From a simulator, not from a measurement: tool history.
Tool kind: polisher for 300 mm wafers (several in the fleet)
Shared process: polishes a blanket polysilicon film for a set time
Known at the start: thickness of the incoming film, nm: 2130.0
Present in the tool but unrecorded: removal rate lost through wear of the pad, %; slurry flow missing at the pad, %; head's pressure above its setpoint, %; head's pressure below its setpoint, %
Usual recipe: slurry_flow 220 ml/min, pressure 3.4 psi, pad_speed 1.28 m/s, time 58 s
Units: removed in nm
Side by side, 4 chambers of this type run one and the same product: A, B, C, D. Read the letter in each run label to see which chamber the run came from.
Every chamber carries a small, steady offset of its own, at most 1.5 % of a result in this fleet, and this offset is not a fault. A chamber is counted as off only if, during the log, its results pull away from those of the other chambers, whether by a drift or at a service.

run,hour,slurry_flow,pressure,pad_speed,time,wafers polished on this pad,hours since the slurry nozzle was cleaned,hours since the head pressure was calibrated,removed
1B,7.1,220,3.4,1.28,58,1317,24.2,224.2,628.64
# hour 7.3: chamber A: worn pad replaced by a new one
2C,12,220,3.4,1.28,58,373,316.2,520.3,620.99
# hour 12.5: chamber B: worn pad replaced by a new one
3D,20.4,220,3.4,1.28,58,427,242.9,735.7,631.36
4A,27,220,3.4,1.28,58,260,243.1,69.3,626.42
5C,34.5,245,3.4,1.1,58,669,338.7,542.8,539.74
6A,41.4,245,3.4,1.1,58,449,257.5,83.7,546.97
# hour 43.4: chamber D: worn pad replaced by a new one
7B,49.7,245,3.4,1.1,58,489,66.8,266.8,548.69
8D,55.5,245,3.4,1.1,58,159,278,770.8,554
9C,61.9,220,3.4,1.28,58,1029,366.1,570.2,622.25
10A,66.9,220,3.4,1.28,58,784,283,109.2,641.19
11D,74.8,220,3.4,1.28,58,412,297.3,790.1,639.5
# hour 77.1: chamber C: worn pad replaced by a new one
# hour 79.8: chamber A: worn pad replaced by a new one
12B,82.5,220,3.4,1.28,58,920,99.6,299.6,637.21
13D,88.7,220,3.4,1.28,58,595,311.2,804,634.4
# hour 94.1: chamber D: worn pad replaced by a new one
14B,95.6,220,3.4,1.28,58,1092,112.7,312.7,629.97
# hour 97.7: chamber D: slurry nozzle cleaned
15A,100.5,220,3.4,1.28,58,272,316.6,142.8,630.13
16C,106.2,220,3.4,1.28,58,382,410.4,614.5,611.18
# hour 112.3: chamber C: head pressure recalibrated
# hour 113.5: chamber B: worn pad replaced by a new one
17B,114.6,220,3.4,1.28,58,15,131.7,331.7,629.11
18D,121.4,220,3.4,1.28,58,359,23.7,836.7,644.19
19C,125.6,220,3.4,1.28,58,638,429.8,13.4,637.7
20A,134.7,220,3.4,1.28,58,722,350.8,177,612.27
21A,141.1,220,3.4,1.28,58,806,357.2,183.4,618.18
22B,146,220,3.4,1.28,58,428,163.1,363.1,623.8
# hour 147.7: chamber A: worn pad replaced by a new one
23C,150.1,220,3.4,1.28,58,960,454.3,37.9,631.56
# hour 151.7: chamber D: worn pad replaced by a new one
24D,158.9,220,3.4,1.5,58,95,61.2,874.2,749.6
# hour 162.9: chamber C: worn pad replaced by a new one
25A,163.8,220,3.4,1.5,58,212,379.9,206.1,731.23
26C,172.3,220,3.4,1.5,58,124,476.5,60.1,734.28
27B,178.4,220,3.4,1.5,58,854,195.5,395.5,736.09
28D,182.8,220,3.4,1.28,58,409,85.1,898.1,636.02
29D,188.9,220,3.4,1.28,58,490,91.2,904.2,644.16
30C,194.9,220,3.4,1.28,58,421,499.1,82.7,622.76
31A,199.4,220,3.4,1.28,58,680,415.5,241.7,608.71
# hour 204.6: chamber B: worn pad replaced by a new one
# hour 207.6: chamber A: worn pad replaced by a new one
32B,208.1,220,3.4,1.28,58,46,225.2,425.2,634.34
# hour 210.2: chamber D: worn pad replaced by a new one
33C,214.3,220,3.4,1.28,58,676,518.5,102.1,627.67
34B,220.9,220,3.4,1.28,58,215,238,438,626.8
35A,228.2,220,3.4,1.28,58,271,444.3,270.5,598.5
36D,236.2,220,3.4,1.28,58,342,138.5,951.5,635.45
37D,242.6,220,3.4,1.28,58,426,144.9,957.9,647.13

Each of the 4 chambers runs these same settings next. Fill in every chamber's results:
38A,249.2,220,3.4,1.28,58,,,,?
38B,249.2,220,3.4,1.28,58,,,,?
38C,249.2,220,3.4,1.28,58,,,,?
38D,249.2,220,3.4,1.28,58,,,,?

run,removed
38A,588.02
38B,632.64
38C,620.14
38D,635.9
